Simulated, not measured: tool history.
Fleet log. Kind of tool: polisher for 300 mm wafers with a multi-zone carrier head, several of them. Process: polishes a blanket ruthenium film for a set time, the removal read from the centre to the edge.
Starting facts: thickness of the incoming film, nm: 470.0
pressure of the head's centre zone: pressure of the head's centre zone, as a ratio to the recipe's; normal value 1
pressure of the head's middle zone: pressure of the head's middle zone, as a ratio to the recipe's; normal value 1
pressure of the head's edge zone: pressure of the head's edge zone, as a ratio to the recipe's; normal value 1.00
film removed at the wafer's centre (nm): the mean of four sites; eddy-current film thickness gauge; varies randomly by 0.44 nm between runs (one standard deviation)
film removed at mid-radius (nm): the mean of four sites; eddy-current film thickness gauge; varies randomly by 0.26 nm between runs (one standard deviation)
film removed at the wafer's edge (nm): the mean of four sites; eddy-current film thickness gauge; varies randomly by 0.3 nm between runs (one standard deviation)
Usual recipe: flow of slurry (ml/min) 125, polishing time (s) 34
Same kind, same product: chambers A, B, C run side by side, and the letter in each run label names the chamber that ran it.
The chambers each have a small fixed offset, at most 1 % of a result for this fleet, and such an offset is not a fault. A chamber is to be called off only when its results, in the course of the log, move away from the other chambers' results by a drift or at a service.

run	day	flow of slurry (ml/min)	pressure of the head's centre zone	pressure of the head's middle zone	pressure of the head's edge zone	polishing time (s)	wafers polished on this pad	hours since the slurry nozzle was cleaned	hours since the centre zone pressure was calibrated	hours since the edge zone pressure was calibrated	film removed at the wafer's centre (nm)	film removed at mid-radius (nm)	film removed at the wafer's edge (nm)
1B	0.279	125	1	1	1.00	34	387	339.4	99.5	566.4	31.795	31.041	31.106
# day 0.596: chamber C: worn pad replaced by a new one
2A	0.600	125	1	1	1.00	34	1240	453.0	137.0	384.0	31.296	31.998	31.542
# day 0.688: chamber B: worn pad replaced by a new one
3C	0.817	125	1	1	1.00	34	94	204.3	1042.6	323.5	31.895	30.739	31.241
4A	1.071	125	1	1	1.00	34	1442	464.3	148.3	395.3	31.438	31.686	31.584
5C	1.258	125	1	1	1.00	34	284	214.9	1053.2	334.1	31.176	31.066	31.051
# day 1.429: chamber A: worn pad replaced by a new one
6B	1.592	125	1	1	1.00	34	389	370.9	131.0	597.9	31.809	31.264	31.203
7B	1.921	125	1	1	1.00	34	530	378.8	138.9	605.8	31.512	30.517	31.306
# day 2.054: chamber B: worn pad replaced by a new one
8A	2.117	125	1	1	1.00	34	295	489.4	173.4	420.4	31.567	31.320	31.432
9C	2.329	125	1	1	1.00	34	744	240.6	1078.9	359.8	31.371	31.296	31.073
# day 2.425: chamber C: worn pad replaced by a new one
10C	2.546	125	1	1	1.00	34	53	245.8	1084.1	365.0	30.992	30.751	31.064
11A	2.812	125	1	1	1.00	34	594	506.1	190.1	437.1	31.040	31.268	31.483
# day 2.954: chamber C: centre zone pressure recalibrated
12B	3.067	125	1	1	1.00	34	434	406.3	166.4	633.3	29.884	30.205	30.945
13A	3.379	125	1	1	1.00	34	837	519.7	203.7	450.7	30.816	31.954	31.324
# day 3.708: chamber B: worn pad replaced by a new one
14B	3.738	125	1	1	1.00	34	13	422.4	182.5	649.4	30.087	30.423	30.435
15C	4.075	125	1	1	1.00	34	709	282.5	26.9	401.7	31.339	30.893	31.750
# day 4.217: chamber C: worn pad replaced by a new one
16B	4.333	125	1	1	1.00	34	269	436.7	196.8	663.7	30.410	29.669	30.567
17A	4.529	125	1	1	1.00	34	1331	547.3	231.3	478.3	31.704	31.309	30.694
# day 4.575: chamber A: worn pad replaced by a new one
18C	4.850	125	1	1	1.00	34	272	301.1	45.5	420.3	30.638	30.288	31.161
# day 4.971: chamber B: worn pad replaced by a new one
19C	5.196	125	1	1	1.00	34	420	309.4	53.8	428.6	31.490	30.672	30.902
20A	5.475	125	1	1	1.00	34	387	570.0	254.0	501.0	30.874	31.418	31.413
21B	5.721	125	1	1	1.00	34	323	470.0	230.1	697.0	27.868	28.796	29.493

The same settings go to every chamber for the next run, one line per chamber below. Forecast the results for each:
22A	5.979	125	1	1	0.96	34					?	?	?
22B	5.979	125	1	1	0.96	34					?	?	?
22C	5.979	125	1	1	0.96	34					?	?	?

run	film removed at the wafer's centre (nm)	film removed at mid-radius (nm)	film removed at the wafer's edge (nm)
22A	30.811	31.665	30.929
22B	29.059	29.150	29.183
22C	31.106	31.434	30.482

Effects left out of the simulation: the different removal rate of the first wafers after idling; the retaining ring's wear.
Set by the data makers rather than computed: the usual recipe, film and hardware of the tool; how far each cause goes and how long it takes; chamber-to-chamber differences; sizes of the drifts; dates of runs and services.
